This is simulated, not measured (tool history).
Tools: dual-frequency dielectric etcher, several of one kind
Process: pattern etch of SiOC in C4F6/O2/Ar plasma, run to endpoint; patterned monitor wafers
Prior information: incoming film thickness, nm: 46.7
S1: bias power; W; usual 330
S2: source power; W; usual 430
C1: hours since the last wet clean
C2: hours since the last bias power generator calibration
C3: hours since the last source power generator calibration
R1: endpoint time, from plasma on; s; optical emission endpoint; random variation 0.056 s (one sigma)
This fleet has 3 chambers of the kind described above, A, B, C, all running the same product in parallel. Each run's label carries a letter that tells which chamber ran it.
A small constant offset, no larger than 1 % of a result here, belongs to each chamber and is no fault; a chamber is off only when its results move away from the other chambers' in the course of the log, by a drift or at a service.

Run 1C, day 0.125: usual settings; C1 75.7; C2 2113.6; C3 899.2. Result: R1 17.853 s.
Run 2A, day 0.250: usual settings; C1 136.9; C2 174.2; C3 2991.0. Result: R1 17.736 s.
Run 3B, day 0.433: usual settings; C1 201.5; C2 1543.7; C3 1064.9. Result: R1 17.740 s.
Run 4B, day 0.712: usual settings; C1 208.2; C2 1550.4; C3 1071.6. Result: R1 17.759 s.
Run 5A, day 0.929: usual settings; C1 153.2; C2 190.5; C3 3007.3. Result: R1 17.737 s.
Run 6C, day 1.183: usual settings but S1 293 W, S2 500 W; C1 101.1; C2 2139.0; C3 924.6. Result: R1 17.543 s.
Run 7B, day 1.329: usual settings but S1 293 W, S2 500 W; C1 223.0; C2 1565.2; C3 1086.4. Result: R1 17.352 s.
Run 8C, day 1.496: usual settings but S1 293 W, S2 500 W; C1 108.6; C2 2146.5; C3 932.1. Result: R1 17.683 s.
Run 9A, day 1.742: usual settings; C1 172.7; C2 210.0; C3 3026.8. Result: R1 17.845 s.
Run 10C, day 2.021: usual settings; C1 121.2; C2 2159.1; C3 944.7. Result: R1 17.993 s.
Run 11B, day 2.275: usual settings; C1 245.7; C2 1587.9; C3 1109.1. Result: R1 17.655 s.
Run 12A, day 2.488: usual settings; C1 190.6; C2 227.9; C3 3044.7. Result: R1 17.702 s.
Run 13B, day 2.621: usual settings; C1 254.0; C2 1596.2; C3 1117.4. Result: R1 17.757 s.
Run 14A, day 2.754: usual settings; C1 197.0; C2 234.3; C3 3051.1. Result: R1 17.744 s.
Run 15C, day 2.908: usual settings; C1 142.5; C2 2180.4; C3 966.0. Result: R1 17.917 s.
Run 16A, day 3.121: usual settings; C1 205.8; C2 243.1; C3 3059.9. Result: R1 17.605 s.
Run 17C, day 3.258: usual settings; C1 150.9; C2 2188.8; C3 974.4. Result: R1 17.862 s.
Run 18B, day 3.508: usual settings but S2 510 W; C1 275.3; C2 1617.5; C3 1138.7. Result: R1 16.593 s.
Run 19C, day 3.675: usual settings but S2 510 W; C1 160.9; C2 2198.8; C3 984.4. Result: R1 16.782 s.
Run 20A, day 3.833: usual settings but S2 510 W; C1 222.9; C2 260.2; C3 3077.0. Result: R1 16.558 s.
Run 21B, day 4.079: usual settings; C1 289.0; C2 1631.2; C3 1152.4. Result: R1 17.718 s.
Run 22A, day 4.233: usual settings but S1 265 W, S2 520 W; C1 232.5; C2 269.8; C3 3086.6. Result: R1 17.776 s.
Run 23B, day 4.358: usual settings but S1 265 W, S2 520 W; C1 295.7; C2 1637.9; C3 1159.1. Result: R1 17.718 s.
Run 24C, day 4.512: usual settings but S1 265 W, S2 520 W; C1 181.0; C2 2218.9; C3 1004.5. Result: R1 17.879 s.
Run 25B, day 4.788: usual settings; C1 306.0; C2 1648.2; C3 1169.4. Result: R1 17.779 s.
Run 26A, day 4.946: usual settings; C1 249.6; C2 286.9; C3 3103.7. Result: R1 17.718 s.
Run 27C, day 5.100: usual settings; C1 195.1; C2 2233.0; C3 1018.6. Result: R1 17.796 s.
Run 28C, day 5.367: usual settings; C1 201.5; C2 2239.4; C3 1025.0. Result: R1 17.898 s.
Run 29A, day 5.633: usual settings; C1 266.1; C2 303.4; C3 3120.2. Result: R1 17.731 s.
Run 30B, day 5.758: usual settings; C1 329.3; C2 1671.5; C3 1192.7. Result: R1 17.703 s.
Run 31A, day 6.012: usual settings; C1 275.2; C2 312.5; C3 3129.3. Result: R1 17.836 s.
Run 32C, day 6.279: usual settings; C1 223.4; C2 2261.3; C3 1046.9. Result: R1 17.848 s.
Run 33B, day 6.533: usual settings; C1 347.9; C2 1690.1; C3 1211.3. Result: R1 17.636 s.
Run 34B, day 6.717: usual settings; C1 352.3; C2 1694.5; C3 1215.7. Result: R1 17.686 s.

Next, every chamber runs the same settings. What will each give?
Run 35A, day 6.921: usual settings but S2 360 W. Result: R1 ?.
Run 35B, day 6.921: usual settings but S2 360 W. Result: R1 ?.
Run 35C, day 6.921: usual settings but S2 360 W. Result: R1 ?.

run      R1
35A  19.018
35B  18.879
35C  19.078
